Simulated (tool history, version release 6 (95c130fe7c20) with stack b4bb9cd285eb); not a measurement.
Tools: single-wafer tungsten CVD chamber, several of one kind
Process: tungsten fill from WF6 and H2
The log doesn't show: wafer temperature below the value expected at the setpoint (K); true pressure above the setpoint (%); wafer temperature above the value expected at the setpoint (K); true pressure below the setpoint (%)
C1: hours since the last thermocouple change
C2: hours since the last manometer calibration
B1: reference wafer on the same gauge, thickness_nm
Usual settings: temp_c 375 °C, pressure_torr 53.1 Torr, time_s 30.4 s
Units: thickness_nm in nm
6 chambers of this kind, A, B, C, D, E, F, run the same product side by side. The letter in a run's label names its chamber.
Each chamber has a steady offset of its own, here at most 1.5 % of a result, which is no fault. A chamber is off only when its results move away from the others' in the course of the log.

Run 1D, hour 10.1: usual settings; C1 381.7; C2 978; B1 69.492. Result: thickness_nm 70.513 nm.
Run 2B, hour 21.2: usual settings; C1 995.5; C2 689.2; B1 69.448. Result: thickness_nm 70.761 nm.
Run 3E, hour 27.1: usual settings; C1 644; C2 163.7; B1 69.461. Result: thickness_nm 70.515 nm.
Run 4F, hour 34: usual settings; C1 1447.2; C2 1112.8; B1 69.463. Result: thickness_nm 71.105 nm.
Run 5C, hour 41.9: usual settings but pressure_torr 47.4 Torr, time_s 26.2 s; C1 637.3; C2 629.1; B1 69.467. Result: thickness_nm 57.532 nm.
Run 6A, hour 49.3: usual settings but pressure_torr 47.4 Torr, time_s 26.2 s; C1 1847.3; C2 1002.6; B1 69.463. Result: thickness_nm 56.995 nm.
At hour 52.1: chamber B: thermocouple changed; heater temperature recalibrated.
Run 7B, hour 61.8: usual settings but pressure_torr 47.4 Torr, time_s 26.2 s; C1 9.7; C2 729.8; B1 69.412. Result: thickness_nm 58.052 nm.
At hour 71.2: chamber F: capacitance manometer re-zeroed and calibrated.
Run 8E, hour 71.6: usual settings but pressure_torr 47.4 Torr, time_s 26.2 s; C1 688.5; C2 208.2; B1 69.448. Result: thickness_nm 57.706 nm.
Run 9C, hour 81.3: usual settings but pressure_torr 47.4 Torr, time_s 26.2 s; C1 676.7; C2 668.5; B1 69.396. Result: thickness_nm 57.595 nm.
Run 10D, hour 88.8: usual settings but pressure_torr 47.4 Torr, time_s 26.2 s; C1 460.4; C2 1056.7; B1 69.371. Result: thickness_nm 57.577 nm.
Run 11A, hour 100.2: usual settings; C1 1898.2; C2 1053.5; B1 69.402. Result: thickness_nm 69.734 nm.
Run 12F, hour 108.3: usual settings; C1 1521.5; C2 37.1; B1 69.371. Result: thickness_nm 71.225 nm.
Run 13B, hour 117.5: usual settings; C1 65.4; C2 785.5; B1 69.359. Result: thickness_nm 70.888 nm.
Run 14E, hour 124.1: usual settings but temp_c 389 °C, pressure_torr 43.8 Torr; C1 741; C2 260.7; B1 69.363. Result: thickness_nm 85.829 nm.
Run 15A, hour 135: usual settings but temp_c 389 °C, pressure_torr 43.8 Torr; C1 1933; C2 1088.3; B1 69.353. Result: thickness_nm 84.032 nm.
Run 16C, hour 143.8: usual settings but temp_c 389 °C, pressure_torr 43.8 Torr; C1 739.2; C2 731; B1 69.321. Result: thickness_nm 85.144 nm.
Run 17D, hour 156.1: usual settings but temp_c 389 °C, pressure_torr 43.8 Torr; C1 527.7; C2 1124; B1 69.32. Result: thickness_nm 85.476 nm.
Run 18F, hour 163.6: usual settings but temp_c 389 °C, pressure_torr 43.8 Torr; C1 1576.8; C2 92.4; B1 69.316. Result: thickness_nm 86.215 nm.
Run 19A, hour 169.7: usual settings but temp_c 389 °C, pressure_torr 43.8 Torr; C1 1967.7; C2 1123; B1 69.295. Result: thickness_nm 84.194 nm.
Run 20E, hour 178.3: usual settings; C1 795.2; C2 314.9; B1 69.307. Result: thickness_nm 70.217 nm.
Run 21D, hour 184.3: usual settings; C1 555.9; C2 1152.2; B1 69.299. Result: thickness_nm 70.307 nm.
Run 22F, hour 194.4: usual settings; C1 1607.6; C2 123.2; B1 69.277. Result: thickness_nm 71.169 nm.
Run 23C, hour 204.9: usual settings; C1 800.3; C2 792.1; B1 69.277. Result: thickness_nm 70.385 nm.
Run 24B, hour 216: usual settings but pressure_torr 48.4 Torr; C1 163.9; C2 884; B1 69.258. Result: thickness_nm 67.861 nm.
Run 25B, hour 222.6: usual settings but pressure_torr 48.4 Torr; C1 170.5; C2 890.6; B1 69.255. Result: thickness_nm 67.879 nm.
Run 26A, hour 229.6: usual settings but pressure_torr 48.4 Torr; C1 2027.6; C2 1182.9; B1 69.241. Result: thickness_nm 66.679 nm.
At hour 237.3: chamber A: thermocouple changed; heater temperature recalibrated.
Run 27D, hour 240.3: usual settings but pressure_torr 48.4 Torr; C1 611.9; C2 1208.2; B1 69.233. Result: thickness_nm 67.38 nm.
Run 28F, hour 252.8: usual settings but pressure_torr 48.4 Torr; C1 1666; C2 181.6; B1 69.247. Result: thickness_nm 68.154 nm.
Run 29C, hour 261.5: usual settings but pressure_torr 48.4 Torr; C1 856.9; C2 848.7; B1 69.198. Result: thickness_nm 67.282 nm.
Run 30E, hour 272.5: usual settings; C1 889.4; C2 409.1; B1 69.208. Result: thickness_nm 70.231 nm.
Run 31C, hour 282.3: usual settings; C1 877.7; C2 869.5; B1 69.2. Result: thickness_nm 70.138 nm.
Run 32B, hour 288.1: usual settings; C1 236; C2 956.1; B1 69.168. Result: thickness_nm 70.611 nm.
Run 33A, hour 295.3: usual settings; C1 58.1; C2 1248.6; B1 69.177. Result: thickness_nm 69.412 nm.
Run 34F, hour 302.1: usual settings; C1 1715.3; C2 230.9; B1 69.162. Result: thickness_nm 70.983 nm.
Run 35D, hour 308.6: usual settings; C1 680.2; C2 1276.5; B1 69.16. Result: thickness_nm 70.25 nm.
Run 36E, hour 318.9: usual settings; C1 935.8; C2 455.5; B1 69.15. Result: thickness_nm 70.355 nm.
Run 37F, hour 329.5: usual settings; C1 1742.7; C2 258.3; B1 69.14. Result: thickness_nm 70.994 nm.
Run 38A, hour 337.6: usual settings but temp_c 384 °C, pressure_torr 48.3 Torr; C1 100.4; C2 1290.9; B1 69.128. Result: thickness_nm 79.675 nm.
Run 39C, hour 343.1: usual settings but temp_c 384 °C, pressure_torr 48.3 Torr; C1 938.5; C2 930.3; B1 69.107. Result: thickness_nm 80.458 nm.
Run 40D, hour 353: usual settings but temp_c 384 °C, pressure_torr 48.3 Torr; C1 724.6; C2 1320.9; B1 69.12. Result: thickness_nm 80.781 nm.

What goes on in this fleet: one chamber off, a drifting gauge, or nothing beyond the chambers' own small offsets? Name the chamber and the cause, if any.

The gauge drifts, so all chambers seem to drift together. No chamber is off.
Cause: gauge reads low (%) = 0.57.
